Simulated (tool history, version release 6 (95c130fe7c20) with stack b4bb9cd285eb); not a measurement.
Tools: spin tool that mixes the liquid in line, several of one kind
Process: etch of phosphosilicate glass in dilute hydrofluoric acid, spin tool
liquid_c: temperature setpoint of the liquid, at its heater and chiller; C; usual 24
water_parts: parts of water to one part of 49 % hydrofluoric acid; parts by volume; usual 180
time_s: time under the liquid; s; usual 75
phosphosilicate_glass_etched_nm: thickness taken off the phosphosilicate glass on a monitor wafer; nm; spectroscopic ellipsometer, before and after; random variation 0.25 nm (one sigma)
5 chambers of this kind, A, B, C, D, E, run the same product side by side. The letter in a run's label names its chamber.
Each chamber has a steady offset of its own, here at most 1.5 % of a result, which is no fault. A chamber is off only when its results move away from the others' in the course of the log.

run,hour,liquid_c,water_parts,time_s,hours since the thermometer was replaced,hours since the hydrofluoric acid flow meter was replaced,"read-back film thickness of the phosphosilicate glass reference wafer, read on the same gauge (nm)",phosphosilicate_glass_etched_nm
1A,3.1,24,180,75,1166.2,317.9,30.005,33.166
2C,5.4,24,180,75,669.7,353.0,29.986,33.283
3E,8.3,24,180,75,159.1,469.7,30.004,32.808
4D,12.5,24,180,75,374.2,1207.6,30.019,33.525
5B,15.7,24,180,75,844.7,199.3,30.007,33.892
6C,19.0,24,180,75,683.3,366.6,29.994,33.505
7E,21.2,24,180,75,172.0,482.6,29.993,32.983
8A,25.2,24,180,75,1188.3,340.0,30.015,33.443
9D,28.8,24,180,75,390.5,1223.9,29.999,33.424
10B,32.9,24,180,75,861.9,216.5,29.982,33.602
11A,37.3,24,180,75,1200.4,352.1,29.998,33.332
12B,40.9,24,180,75,869.9,224.5,29.991,33.939
13D,44.5,24,180,75,406.2,1239.6,30.021,33.477
14C,48.2,24,180,75,712.5,395.8,30.017,34.181
15E,51.3,24,180,75,202.1,512.7,30.009,32.983
16C,54.1,24,180,75,718.4,401.7,30.016,33.957
17A,57.0,24,180,75,1220.1,371.8,29.983,33.148
18E,61.8,29,180,75,212.6,523.2,29.992,39.497
19B,66.2,29,180,75,895.2,249.8,30.021,40.713
20D,69.9,29,180,75,431.6,1265.0,29.999,40.106
21E,73.4,29,180,75,224.2,534.8,30.019,40.330
22B,76.5,29,180,75,905.5,260.1,30.003,40.743
23C,79.9,24,180,75,744.2,427.5,29.992,33.974
24D,83.6,24,180,75,445.3,1278.7,29.982,33.543
25A,87.7,27,180,75,1250.8,402.5,29.987,37.597
26E,91.9,27,180,75,242.7,553.3,29.985,36.834
27C,96.4,27,180,75,760.7,444.0,30.030,38.874
28B,99.5,27,180,75,928.5,283.1,30.005,37.092
29D,102.4,27,180,75,464.1,1297.5,30.000,37.757
30A,106.9,24,180,75,1270.0,421.7,29.993,33.155
31A,110.6,28,180,55,1273.7,425.4,30.005,28.739
32D,112.8,28,180,55,474.5,1307.9,29.998,28.664
33B,117.5,28,180,55,946.5,301.1,30.012,28.391
34E,120.0,28,180,55,270.8,581.4,30.007,28.239
35C,122.9,28,180,55,787.2,470.5,29.999,30.314
36E,127.6,24,180,75,278.4,589.0,30.000,32.490
37D,130.5,24,180,75,492.2,1325.6,29.991,33.792
38B,132.9,24,180,75,961.9,316.5,30.006,33.683
39A,136.2,24,180,75,1299.3,451.0,30.005,33.697
40C,141.1,24,180,75,805.4,488.7,29.989,35.271

All 5 chambers run these settings next. Forecast each chamber's results:
41A,144.6,24,220,75,,,,?
41B,144.6,24,220,75,,,,?
41C,144.6,24,220,75,,,,?
41D,144.6,24,220,75,,,,?
41E,144.6,24,220,75,,,,?

run,phosphosilicate_glass_etched_nm
41A,26.484
41B,26.718
41C,28.080
41D,25.920
41E,26.157
